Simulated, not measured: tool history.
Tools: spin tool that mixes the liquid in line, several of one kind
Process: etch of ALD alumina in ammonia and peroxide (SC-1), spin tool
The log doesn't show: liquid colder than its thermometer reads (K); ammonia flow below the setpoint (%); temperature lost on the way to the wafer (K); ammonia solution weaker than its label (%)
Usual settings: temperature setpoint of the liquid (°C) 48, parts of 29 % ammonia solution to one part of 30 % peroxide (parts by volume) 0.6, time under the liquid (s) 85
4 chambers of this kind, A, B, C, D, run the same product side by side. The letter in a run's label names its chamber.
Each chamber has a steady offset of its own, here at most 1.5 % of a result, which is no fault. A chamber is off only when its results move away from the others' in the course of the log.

run    day  temperature setpoint of the liquid (°C)  parts of 29 % ammonia solution to one part of 30 % peroxide (parts by volume)  time under the liquid (s)  hours since the thermometer was replaced  hours since the ammonia flow meter was replaced  hours since the heated supply line was repaired  hours since the drum of ammonia solution was connected  read-back film thickness of the ALD alumina reference wafer, read on the same gauge (nm)  thickness taken off the ALD alumina on a monitor wafer (angstrom)
 1A  0.167                                       48                                                                            0.6                         85                                    1317.4                                           1602.3                                           2321.7                                                   940.2                                                                                    149.98                                                             41.899
 2D  0.321                                       48                                                                            0.6                         85                                       462                                            194.5                                            746.5                                                    62.8                                                                                    149.95                                                             43.553
 3C  0.512                                       48                                                                            0.6                         85                                     604.7                                            239.1                                           1077.6                                                    71.2                                                                                    150.02                                                             42.914
 4B  0.654                                       48                                                                            0.6                         85                                      45.2                                            390.4                                           1986.7                                                     387                                                                                    149.96                                                             43.287
 5D  0.817                                       48                                                                            0.6                         85                                     473.9                                            206.4                                            758.4                                                    74.7                                                                                    149.97                                                             42.896
 6A  0.962                                       48                                                                            0.6                         85                                    1336.5                                           1621.4                                           2340.8                                                   959.3                                                                                    150.04                                                             42.313
 7C  1.067                                       48                                                                            0.6                         85                                       618                                            252.4                                           1090.9                                                    84.5                                                                                    150.05                                                             42.519
 8B  1.242                                       48                                                                            0.6                         85                                      59.3                                            404.5                                           2000.8                                                   401.1                                                                                    149.98                                                             43.041
 9B  1.392                                       48                                                                            0.6                         85                                      62.9                                            408.1                                           2004.4                                                   404.7                                                                                    149.97                                                             43.867
10A  1.504                                       48                                                                            0.6                         85                                    1349.5                                           1634.4                                           2353.8                                                   972.3                                                                                    150.02                                                             42.809
     1.571  -- chamber A: ammonia flow meter replaced
11D  1.667                                       48                                                                            0.6                         85                                     494.3                                            226.8                                            778.8                                                    95.1                                                                                    149.98                                                             43.469
12C   1.85                                     38.5                                                                            0.8                         85                                     636.8                                            271.2                                           1109.7                                                   103.3                                                                                    150.02                                                             26.046
13D   2.05                                     38.5                                                                            0.8                         85                                     503.5                                              236                                              788                                                   104.3                                                                                    149.99                                                             25.607
14C  2.258                                     38.5                                                                            0.8                         85                                     646.6                                              281                                           1119.5                                                   113.1                                                                                    150.02                                                             25.408
15A  2.483                                     38.5                                                                            0.8                         85                                      1373                                               22                                           2377.3                                                   995.8                                                                                    149.96                                                             25.248
16B  2.667                                       48                                                                            0.6                         85                                      93.5                                            438.7                                             2035                                                   435.3                                                                                       150                                                             42.953
17B  2.783                                       48                                                                            0.6                         85                                      96.3                                            441.5                                           2037.8                                                   438.1                                                                                    149.98                                                             43.482
18C  2.983                                       48                                                                            0.6                         85                                       664                                            298.4                                           1136.9                                                   130.5                                                                                    150.01                                                              42.24
19A  3.104                                       48                                                                            0.6                         85                                    1387.9                                             36.9                                           2392.2                                                  1010.7                                                                                    149.99                                                             42.506
20D  3.267                                       48                                                                            0.6                         85                                     532.7                                            265.2                                            817.2                                                   133.5                                                                                       150                                                              42.94
21C  3.471                                       48                                                                            0.6                         85                                     675.7                                            310.1                                           1148.6                                                   142.2                                                                                    149.99                                                             42.487
     3.588  -- chamber B: heated supply line repaired
22B  3.592                                       48                                                                            0.6                         85                                     115.7                                            460.9                                              0.2                                                   457.5                                                                                    149.98                                                             42.742
23A  3.812                                       48                                                                            0.6                         85                                    1404.9                                             53.9                                           2409.2                                                  1027.7                                                                                       150                                                             42.424
     3.833  -- chamber C: thermometer replaced
24D  3.925                                       48                                                                            0.6                         85                                     548.5                                              281                                              833                                                   149.3                                                                                    150.03                                                             43.198
25B  4.133                                       48                                                                            0.6                         85                                     128.7                                            473.9                                             13.2                                                   470.5                                                                                    149.97                                                             42.643
26D  4.321                                       57                                                                            0.6                         85                                       558                                            290.5                                            842.5                                                   158.8                                                                                    150.03                                                             69.916
27A  4.446                                       57                                                                            0.6                         85                                    1420.1                                             69.1                                           2424.4                                                  1042.9                                                                                    150.03                                                              69.22
28C  4.558                                       57                                                                            0.6                         85                                      17.4                                            336.2                                           1174.7                                                   168.3                                                                                    150.02                                                             66.584
29A  4.733                                       57                                                                            0.6                         85                                      1427                                               76                                           2431.3                                                  1049.8                                                                                    150.02                                                             68.506
30C  4.846                                       48                                                                            0.6                         85                                      24.3                                            343.1                                           1181.6                                                   175.2                                                                                    150.01                                                             41.238
31B  4.975                                       48                                                                            0.6                         85                                     148.9                                            494.1                                             33.4                                                   490.7                                                                                    150.02                                                              42.88
32D  5.188                                       48                                                                            0.6                         85                                     578.8                                            311.3                                            863.3                                                   179.6                                                                                    150.04                                                             43.415
33B  5.325                                       48                                                                            0.6                         85                                     157.3                                            502.5                                             41.8                                                   499.1                                                                                    150.03                                                             42.609
34A  5.458                                       48                                                                            0.6                         85                                    1444.4                                             93.4                                           2448.7                                                  1067.2                                                                                    149.97                                                             42.404
35C  5.629                                       48                                                                            0.6                         85                                      43.1                                            361.9                                           1200.4                                                     194                                                                                    149.97                                                             40.839
36D  5.783                                       48                                                                            0.6                         85                                     593.1                                            325.6                                            877.6                                                   193.9                                                                                    150.01                                                              43.49
37A  5.983                                       48                                                                            0.7                        120                                      1457                                              106                                           2461.3                                                  1079.8                                                                                       150                                                             60.961
38D  6.188                                       48                                                                            0.7                        120                                     602.8                                            335.3                                            887.3                                                   203.6                                                                                    150.03                                                             61.588
39C  6.367                                       48                                                                            0.7                        120                                      60.8                                            379.6                                           1218.1                                                   211.7                                                                                    149.95                                                             58.237
40B  6.529                                       48                                                                            0.7                        120                                     186.2                                            531.4                                             70.7                                                     528                                                                                    150.01                                                             61.822
41B  6.742                                       48                                                                            0.6                         85                                     191.3                                            536.5                                             75.8                                                   533.1                                                                                    150.01                                                             43.585
42A  6.929                                       48                                                                            0.6                         85                                    1479.7                                            128.7                                             2484                                                  1102.5                                                                                       150                                                              42.34

Next, every chamber runs the same settings. What will each give?
43A  7.1                                       44                                                                            0.6                         85                                                                                                                                                                                                                                                                                                                                                                ?
43B  7.1                                       44                                                                            0.6                         85                                                                                                                                                                                                                                                                                                                                                                ?
43C  7.1                                       44                                                                            0.6                         85                                                                                                                                                                                                                                                                                                                                                                ?
43D  7.1                                       44                                                                            0.6                         85                                                                                                                                                                                                                                                                                                                                                                ?

run  thickness taken off the ALD alumina on a monitor wafer (angstrom)
43A                                                             33.784
43B                                                             34.143
43C                                                              31.74
43D                                                             34.972
